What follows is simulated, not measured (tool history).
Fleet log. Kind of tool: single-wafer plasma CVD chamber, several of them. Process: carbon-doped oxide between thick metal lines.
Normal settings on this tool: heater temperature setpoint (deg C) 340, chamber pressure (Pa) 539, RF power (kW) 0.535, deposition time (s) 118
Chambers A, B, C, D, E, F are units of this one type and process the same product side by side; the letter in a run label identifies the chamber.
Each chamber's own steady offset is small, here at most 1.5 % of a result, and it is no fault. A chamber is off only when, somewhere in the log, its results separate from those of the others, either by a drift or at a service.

run	hour	heater temperature setpoint (deg C)	chamber pressure (Pa)	RF power (kW)	deposition time (s)	read-back reference wafer on the same gauge, thickness_nm	mean film thickness on the monitor wafer (angstrom)
1F	11.6	340	539	0.535	118	662.12	6100.3
2A	21	340	539	0.535	118	662.11	6197.8
3E	34.4	340	539	0.535	118	661.92	6145.8
4C	42.3	340	539	0.535	118	662.26	6227.2
5B	51.4	340	539	0.535	118	661.92	6144
6D	59.6	340	539	0.535	118	662.25	6226.8
7B	72.4	340	539	0.535	118	661.89	6164.8
8E	82.1	340	539	0.535	118	662.27	6112
9C	91.4	340	539	0.535	118	662.08	6220.6
10F	100	340	539	0.535	118	662.01	6075.3
11D	111.8	340	539	0.535	118	661.91	6227.6
12A	121.5	340	539	0.535	118	662.22	6142.1
13F	127.9	340	539	0.535	118	662.02	6094
14C	135.3	340	539	0.535	118	662.02	6197.2
15B	142.1	340	539	0.535	118	662.15	6129.7
16D	150	340	539	0.535	118	661.77	6235
17A	159.2	340	539	0.535	118	662.13	6167.1
18E	166.5	340	484	0.535	118	661.98	6049.1
19D	175.1	340	484	0.535	118	662.18	6120.6
20E	183.9	340	484	0.535	118	661.93	6049.5
# hour 184.4: chamber E: RF generator calibrated
21A	192	340	484	0.535	118	662.13	6067
22F	200.6	340	484	0.535	118	662.13	6006.4
23B	210	340	484	0.535	118	661.95	6063.4
24C	220	340	539	0.535	118	661.88	6211.8
25D	226.6	340	539	0.535	118	661.96	6233.9
26E	238.5	330	539	0.63	118	661.9	6976.3
27B	245.4	330	539	0.63	118	662.04	6981.6
28A	254.9	330	539	0.63	118	661.8	6939.9
29C	262.9	330	539	0.63	118	662.16	7073.2
30F	274.9	330	539	0.63	118	662.1	6902.8
31B	281.7	330	539	0.63	118	662	6995.7
32A	293.3	340	444	0.535	118	662.08	5962.2
33F	303.5	340	444	0.535	118	662.13	5935.9
34C	312.5	340	444	0.535	118	661.87	6034.6
35E	319.5	340	444	0.535	118	661.91	6006.4
36D	331.3	340	444	0.535	118	661.81	6049.5
37D	339	340	444	0.535	118	662.03	6060.1
38B	350.6	340	539	0.535	118	661.97	6151.7
39C	361.8	340	539	0.535	118	662	6208.4
# hour 362.1: chamber A: thermocouple changed; heater temperature recalibrated
40F	375.1	340	539	0.615	118	662.2	6613.1
41E	387.4	340	539	0.615	118	662.1	6670.1
42A	395.8	340	539	0.615	118	662.24	6635
43C	404.2	340	539	0.615	118	661.99	6748.7
44E	412.7	340	539	0.615	118	661.92	6673.1

All chambers now run identical settings, listed one chamber a line with results as question marks. What results will each chamber show?
45A	422.3	340	632	0.535	118		?
45B	422.3	340	632	0.535	118		?
45C	422.3	340	632	0.535	118		?
45D	422.3	340	632	0.535	118		?
45E	422.3	340	632	0.535	118		?
45F	422.3	340	632	0.535	118		?

run	mean film thickness on the monitor wafer (angstrom)
45A	6224.2
45B	6290.2
45C	6351.8
45D	6351.8
45E	6284.2
45F	6236.3

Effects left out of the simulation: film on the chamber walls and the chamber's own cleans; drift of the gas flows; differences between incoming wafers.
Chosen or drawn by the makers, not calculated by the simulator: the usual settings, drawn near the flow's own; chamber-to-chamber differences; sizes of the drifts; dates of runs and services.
